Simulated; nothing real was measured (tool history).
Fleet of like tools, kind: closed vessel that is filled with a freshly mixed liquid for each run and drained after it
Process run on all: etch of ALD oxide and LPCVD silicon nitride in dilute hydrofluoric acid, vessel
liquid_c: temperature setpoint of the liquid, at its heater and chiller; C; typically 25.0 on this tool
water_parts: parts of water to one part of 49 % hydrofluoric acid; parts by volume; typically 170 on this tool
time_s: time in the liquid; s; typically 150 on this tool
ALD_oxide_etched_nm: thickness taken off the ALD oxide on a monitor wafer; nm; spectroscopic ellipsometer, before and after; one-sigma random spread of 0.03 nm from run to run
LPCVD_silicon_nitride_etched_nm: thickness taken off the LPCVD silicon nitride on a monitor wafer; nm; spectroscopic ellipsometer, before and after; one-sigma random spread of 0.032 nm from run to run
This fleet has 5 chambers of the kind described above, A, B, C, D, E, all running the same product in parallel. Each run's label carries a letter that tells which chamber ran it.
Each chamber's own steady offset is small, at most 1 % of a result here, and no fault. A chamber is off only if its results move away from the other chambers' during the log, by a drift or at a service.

run   hour  liquid_c  water_parts  time_s  read-back film thickness of the ALD oxide reference wafer, read on the same gauge (nm)  read-back film thickness of the LPCVD silicon nitride reference wafer, read on the same gauge (nm)  ALD_oxide_etched_nm  LPCVD_silicon_nitride_etched_nm
 1E   11.3      25.0          170     150                                                                                  79.994                                                                                              150.01               8.3220                          0.44320
 2D   19.6      25.0          170     150                                                                                  80.005                                                                                              150.02               8.3663                          0.48922
 3C   29.8      25.0          170     150                                                                                  79.996                                                                                              149.98               8.2285                          0.51425
 4A   36.1      25.0          170     150                                                                                  80.000                                                                                              149.98               8.3369                          0.49531
 5B   43.9      27.0          170     180                                                                                  80.009                                                                                              150.04              10.6890                          0.67044
 6D   53.9      27.0          170     180                                                                                  79.988                                                                                              150.01              10.7630                          0.65891
      55.7  -- chamber B: hydrofluoric acid flow meter replaced
 7A   62.0      27.0          170     180                                                                                  80.007                                                                                              150.01              10.7670                          0.59551
      70.7  -- chamber C: hydrofluoric acid flow meter replaced
      74.6  -- chamber B: thermometer replaced
 8B   74.8      27.0          170     180                                                                                  79.989                                                                                              150.01              10.6740                          0.71662
 9E   82.9      27.0          170     180                                                                                  80.001                                                                                              149.98              10.7630                          0.61302
10C   89.8      25.0          170     150                                                                                  79.995                                                                                              150.01               8.2630                          0.45583
11A   96.2      21.0          170     185                                                                                  80.006                                                                                              149.98               8.8040                          0.45522
12D  106.5      21.0          170     185                                                                                  79.993                                                                                              149.97               8.8881                          0.48262
13E  115.7      21.0          170     185                                                                                  80.010                                                                                              150.00               8.8290                          0.46092
14B  121.6      21.0          170     185                                                                                  80.022                                                                                              149.99               8.6731                          0.43694
15C  130.0      21.0          170     185                                                                                  80.000                                                                                              150.00               8.7572                          0.43181
16B  143.2      25.0          170     150                                                                                  79.998                                                                                              150.03               8.2240                          0.47966
17E  150.5      25.0          170     150                                                                                  80.002                                                                                              150.00               8.3735                          0.44502
18A  160.7      25.0          170     150                                                                                  80.001                                                                                              150.00               8.3437                          0.51676
19D  170.4      22.5          170     110                                                                                  79.994                                                                                              149.98               5.5495                          0.32389
20C  177.8      22.5          170     110                                                                                  80.017                                                                                              149.96               5.4907                          0.25179
     182.9  -- chamber D: thermometer replaced
     186.4  -- chamber E: thermometer replaced
21D  186.5      22.5          170     110                                                                                  80.002                                                                                              150.02               5.5434                          0.32888
22B  197.9      22.5          170     110                                                                                  79.983                                                                                              150.00               5.4773                          0.29556
23E  208.4      22.5          170     110                                                                                  80.012                                                                                              149.98               5.5302                          0.28369
24C  219.4      25.0          170     150                                                                                  80.008                                                                                              149.98               8.2899                          0.47648
25A  232.6      25.0          170     150                                                                                  79.992                                                                                              150.01               8.4789                          0.52281
26A  240.9      25.0          170     150                                                                                  80.014                                                                                              149.96               8.4885                          0.49543
27E  249.0      25.0          170     150                                                                                  79.994                                                                                              150.00               8.2785                          0.50305
28B  255.9      25.0          170     150                                                                                  80.003                                                                                              150.04               8.2668                          0.48870
29C  266.4      25.0          170     150                                                                                  79.996                                                                                              150.02               8.2456                          0.50456
30D  276.5      25.0          170     150                                                                                  79.996                                                                                              150.03               8.3311                          0.46644
31D  289.0      25.0          170     150                                                                                  79.988                                                                                              150.00               8.2885                          0.46115
32E  295.6      25.0          170     150                                                                                  79.992                                                                                              149.96               8.2628                          0.56024
33B  306.9      25.0          170     150                                                                                  79.991                                                                                              150.00               8.1924                          0.45944
34C  319.5      25.0          170     150                                                                                  80.008                                                                                              150.02               8.2629                          0.53008
35A  332.3      25.0          170     150                                                                                  79.990                                                                                              149.97               8.4871                          0.48667
36B  344.4      25.0          170     150                                                                                  79.987                                                                                              150.01               8.2228                          0.47488
37C  352.5      25.0          170     150                                                                                  80.007                                                                                              149.96               8.2309                          0.49377
38D  362.5      25.0          170     150                                                                                  80.013                                                                                              149.99               8.2595                          0.50495
39A  371.2      25.0          170     150                                                                                  80.002                                                                                              150.02               8.5539                          0.47330
40E  379.0      25.0          170     150                                                                                  79.996                                                                                              150.03               8.3467                          0.47815

Is one chamber off against the others, does the gauge drift, or is nothing wrong? If a chamber is off, say which, and what the likeliest cause is.

It is chamber A that slowly wanders off from its peers.
Most likely cause: hydrofluoric acid flow above the setpoint (%) = 2.52.

Here are 4 candidates for chamber A's next run, each the usual settings with a change, their results left as question marks. Which one brings its results back in line with what the others give on the usual settings?
A result is in line if it is within this distance of the other chambers' mean on the usual settings: ALD_oxide_etched_nm 0.1100 nm; LPCVD_silicon_nitride_etched_nm 0.11000 nm
41A-1  388.5      25.0          175     145                                                                                                                                                                                                                ?                                ?
41A-2  388.5      25.0          165     150                                                                                                                                                                                                                ?                                ?
41A-3  388.5      25.0          175     150                                                                                                                                                                                                                ?                                ?
41A-4  388.5      25.0          165     155                                                                                                                                                                                                                ?                                ?

On the usual settings, the other chambers give on average: ALD_oxide_etched_nm 8.2780 nm; LPCVD_silicon_nitride_etched_nm 0.48541 nm
  run  ALD_oxide_etched_nm  LPCVD_silicon_nitride_etched_nm
41A-1               8.0040                          0.47155
41A-2               8.8797                          0.51716
41A-3               8.2800                          0.48781
41A-4               9.1757                          0.53440
The right change is 41A-3: it brings the chamber back within the allowed miss of the others.
